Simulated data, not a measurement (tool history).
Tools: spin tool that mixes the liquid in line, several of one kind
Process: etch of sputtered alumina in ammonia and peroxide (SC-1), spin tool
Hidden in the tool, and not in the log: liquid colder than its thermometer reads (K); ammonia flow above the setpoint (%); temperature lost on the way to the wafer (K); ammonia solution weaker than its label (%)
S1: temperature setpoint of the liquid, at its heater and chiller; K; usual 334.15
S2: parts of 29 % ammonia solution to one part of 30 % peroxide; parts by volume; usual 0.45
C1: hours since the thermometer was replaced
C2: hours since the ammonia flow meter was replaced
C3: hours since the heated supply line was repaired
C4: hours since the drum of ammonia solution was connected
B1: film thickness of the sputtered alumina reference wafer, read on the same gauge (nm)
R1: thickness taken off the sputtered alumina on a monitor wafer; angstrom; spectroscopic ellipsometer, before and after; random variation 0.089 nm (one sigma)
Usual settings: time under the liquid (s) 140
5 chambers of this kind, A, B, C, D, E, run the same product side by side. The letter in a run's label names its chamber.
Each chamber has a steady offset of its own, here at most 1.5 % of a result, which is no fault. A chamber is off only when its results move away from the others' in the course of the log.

{"run": "1C", "hour": 6.3, "S1": 334.15, "S2": 0.45, "time under the liquid (s)": 140, "C1": 829.3, "C2": 903.2, "C3": 2244.5, "C4": 293.6, "B1": 29.988, "R1": 115.45}
{"hour": 7.8, "done": "chamber A: heated supply line repaired"}
{"run": "2D", "hour": 12.1, "S1": 334.15, "S2": 0.45, "time under the liquid (s)": 140, "C1": 1628.5, "C2": 223.2, "C3": 3327.7, "C4": 916.5, "B1": 30.011, "R1": 114.86}
{"run": "3E", "hour": 17.4, "S1": 334.15, "S2": 0.45, "time under the liquid (s)": 140, "C1": 1753.6, "C2": 123.8, "C3": 1854.2, "C4": 470.1, "B1": 29.994, "R1": 114.5}
{"run": "4B", "hour": 23.3, "S1": 334.15, "S2": 0.45, "time under the liquid (s)": 140, "C1": 684.2, "C2": 1266.0, "C3": 1278.9, "C4": 448.8, "B1": 30.001, "R1": 116.21}
{"run": "5A", "hour": 27.2, "S1": 334.15, "S2": 0.45, "time under the liquid (s)": 140, "C1": 1232.9, "C2": 151.2, "C3": 19.5, "C4": 917.6, "B1": 30.016, "R1": 116.1}
{"run": "6D", "hour": 33.6, "S1": 334.15, "S2": 0.45, "time under the liquid (s)": 140, "C1": 1650.0, "C2": 244.7, "C3": 3349.2, "C4": 938.0, "B1": 29.984, "R1": 112.8}
{"run": "7C", "hour": 37.7, "S1": 334.15, "S2": 0.45, "time under the liquid (s)": 140, "C1": 860.7, "C2": 934.6, "C3": 2275.9, "C4": 325.0, "B1": 29.994, "R1": 117.07}
{"run": "8B", "hour": 43.1, "S1": 334.15, "S2": 0.45, "time under the liquid (s)": 140, "C1": 704.0, "C2": 1285.8, "C3": 1298.7, "C4": 468.6, "B1": 30.0, "R1": 115.53}
{"run": "9A", "hour": 48.1, "S1": 334.15, "S2": 0.45, "time under the liquid (s)": 140, "C1": 1253.8, "C2": 172.1, "C3": 40.4, "C4": 938.5, "B1": 29.992, "R1": 115.15}
{"run": "10E", "hour": 52.0, "S1": 334.15, "S2": 0.65, "time under the liquid (s)": 170, "C1": 1788.2, "C2": 158.4, "C3": 1888.8, "C4": 504.7, "B1": 30.009, "R1": 141.05}
{"run": "11E", "hour": 59.8, "S1": 334.15, "S2": 0.65, "time under the liquid (s)": 170, "C1": 1796.0, "C2": 166.2, "C3": 1896.6, "C4": 512.5, "B1": 29.995, "R1": 143.08}
{"run": "12A", "hour": 66.5, "S1": 334.15, "S2": 0.65, "time under the liquid (s)": 170, "C1": 1272.2, "C2": 190.5, "C3": 58.8, "C4": 956.9, "B1": 30.0, "R1": 144.93}
{"run": "13D", "hour": 72.8, "S1": 334.15, "S2": 0.65, "time under the liquid (s)": 170, "C1": 1689.2, "C2": 283.9, "C3": 3388.4, "C4": 977.2, "B1": 30.009, "R1": 144.69}
{"run": "14B", "hour": 80.4, "S1": 334.15, "S2": 0.65, "time under the liquid (s)": 170, "C1": 741.3, "C2": 1323.1, "C3": 1336.0, "C4": 505.9, "B1": 30.003, "R1": 147.08}
{"run": "15C", "hour": 87.9, "S1": 334.15, "S2": 0.45, "time under the liquid (s)": 140, "C1": 910.9, "C2": 984.8, "C3": 2326.1, "C4": 375.2, "B1": 30.004, "R1": 115.99}
{"hour": 88.4, "done": "chamber A: thermometer replaced"}
{"run": "16D", "hour": 92.0, "S1": 334.15, "S2": 0.45, "time under the liquid (s)": 140, "C1": 1708.4, "C2": 303.1, "C3": 3407.6, "C4": 996.4, "B1": 30.004, "R1": 114.82}
{"run": "17B", "hour": 97.6, "S1": 334.15, "S2": 0.45, "time under the liquid (s)": 140, "C1": 758.5, "C2": 1340.3, "C3": 1353.2, "C4": 523.1, "B1": 29.988, "R1": 115.6}
{"run": "18C", "hour": 101.9, "S1": 334.15, "S2": 0.45, "time under the liquid (s)": 140, "C1": 924.9, "C2": 998.8, "C3": 2340.1, "C4": 389.2, "B1": 29.992, "R1": 115.9}
{"run": "19A", "hour": 106.9, "S1": 334.15, "S2": 0.45, "time under the liquid (s)": 140, "C1": 18.5, "C2": 230.9, "C3": 99.2, "C4": 997.3, "B1": 29.987, "R1": 114.82}
{"run": "20E", "hour": 111.5, "S1": 334.15, "S2": 0.45, "time under the liquid (s)": 140, "C1": 1847.7, "C2": 217.9, "C3": 1948.3, "C4": 564.2, "B1": 29.999, "R1": 114.53}
{"run": "21E", "hour": 119.2, "S1": 334.15, "S2": 0.45, "time under the liquid (s)": 140, "C1": 1855.4, "C2": 225.6, "C3": 1956.0, "C4": 571.9, "B1": 30.016, "R1": 112.21}
{"run": "22D", "hour": 125.7, "S1": 334.15, "S2": 0.45, "time under the liquid (s)": 140, "C1": 1742.1, "C2": 336.8, "C3": 3441.3, "C4": 1030.1, "B1": 30.007, "R1": 115.37}
{"run": "23C", "hour": 131.1, "S1": 334.15, "S2": 0.45, "time under the liquid (s)": 140, "C1": 954.1, "C2": 1028.0, "C3": 2369.3, "C4": 418.4, "B1": 29.989, "R1": 116.44}
{"run": "24A", "hour": 135.1, "S1": 334.15, "S2": 0.45, "time under the liquid (s)": 140, "C1": 46.7, "C2": 259.1, "C3": 127.4, "C4": 1025.5, "B1": 29.98, "R1": 113.99}
{"hour": 135.5, "done": "chamber D: new drum of ammonia solution connected"}
{"run": "25B", "hour": 140.3, "S1": 334.15, "S2": 0.45, "time under the liquid (s)": 140, "C1": 801.2, "C2": 1383.0, "C3": 1395.9, "C4": 565.8, "B1": 29.993, "R1": 115.55}
{"run": "26C", "hour": 146.5, "S1": 334.15, "S2": 0.45, "time under the liquid (s)": 140, "C1": 969.5, "C2": 1043.4, "C3": 2384.7, "C4": 433.8, "B1": 29.993, "R1": 115.87}
{"run": "27A", "hour": 154.0, "S1": 334.15, "S2": 0.45, "time under the liquid (s)": 140, "C1": 65.6, "C2": 278.0, "C3": 146.3, "C4": 1044.4, "B1": 30.008, "R1": 115.19}
{"run": "28B", "hour": 161.1, "S1": 334.15, "S2": 0.45, "time under the liquid (s)": 140, "C1": 822.0, "C2": 1403.8, "C3": 1416.7, "C4": 586.6, "B1": 30.006, "R1": 116.62}
{"run": "29E", "hour": 166.5, "S1": 334.15, "S2": 0.45, "time under the liquid (s)": 140, "C1": 1902.7, "C2": 272.9, "C3": 2003.3, "C4": 619.2, "B1": 30.01, "R1": 114.17}
{"run": "30D", "hour": 174.2, "S1": 334.15, "S2": 0.45, "time under the liquid (s)": 140, "C1": 1790.6, "C2": 385.3, "C3": 3489.8, "C4": 38.8, "B1": 30.01, "R1": 115.28}
{"run": "31B", "hour": 182.1, "S1": 334.15, "S2": 0.45, "time under the liquid (s)": 140, "C1": 843.0, "C2": 1424.8, "C3": 1437.7, "C4": 607.6, "B1": 29.989, "R1": 117.18}
{"run": "32A", "hour": 187.4, "S1": 334.15, "S2": 0.45, "time under the liquid (s)": 140, "C1": 99.0, "C2": 311.4, "C3": 179.7, "C4": 1077.8, "B1": 30.005, "R1": 113.78}
{"run": "33C", "hour": 190.9, "S1": 334.15, "S2": 0.45, "time under the liquid (s)": 140, "C1": 1013.9, "C2": 1087.8, "C3": 2429.1, "C4": 478.2, "B1": 29.995, "R1": 115.21}
{"run": "34D", "hour": 196.7, "S1": 334.15, "S2": 0.45, "time under the liquid (s)": 140, "C1": 1813.1, "C2": 407.8, "C3": 3512.3, "C4": 61.3, "B1": 29.982, "R1": 113.28}
{"run": "35E", "hour": 201.2, "S1": 334.15, "S2": 0.45, "time under the liquid (s)": 140, "C1": 1937.4, "C2": 307.6, "C3": 2038.0, "C4": 653.9, "B1": 30.004, "R1": 113.18}
{"run": "36D", "hour": 207.5, "S1": 334.15, "S2": 0.45, "time under the liquid (s)": 140, "C1": 1823.9, "C2": 418.6, "C3": 3523.1, "C4": 72.1, "B1": 29.977, "R1": 114.23}
{"run": "37E", "hour": 214.5, "S1": 334.15, "S2": 0.45, "time under the liquid (s)": 140, "C1": 1950.7, "C2": 320.9, "C3": 2051.3, "C4": 667.2, "B1": 30.019, "R1": 113.63}
{"hour": 215.7, "done": "chamber A: new drum of ammonia solution connected"}
{"run": "38A", "hour": 222.1, "S1": 339.15, "S2": 0.45, "time under the liquid (s)": 175, "C1": 133.7, "C2": 346.1, "C3": 214.4, "C4": 6.5, "B1": 29.998, "R1": 185.12}
{"run": "39B", "hour": 225.8, "S1": 339.15, "S2": 0.45, "time under the liquid (s)": 175, "C1": 886.7, "C2": 1468.5, "C3": 1481.4, "C4": 651.3, "B1": 29.996, "R1": 188.58}

Is one chamber off against the others, does the gauge drift, or is nothing wrong? If a chamber is off, say which, and what the likeliest cause is.

No chamber stands off beyond its own small offset, and the gauge holds steady.

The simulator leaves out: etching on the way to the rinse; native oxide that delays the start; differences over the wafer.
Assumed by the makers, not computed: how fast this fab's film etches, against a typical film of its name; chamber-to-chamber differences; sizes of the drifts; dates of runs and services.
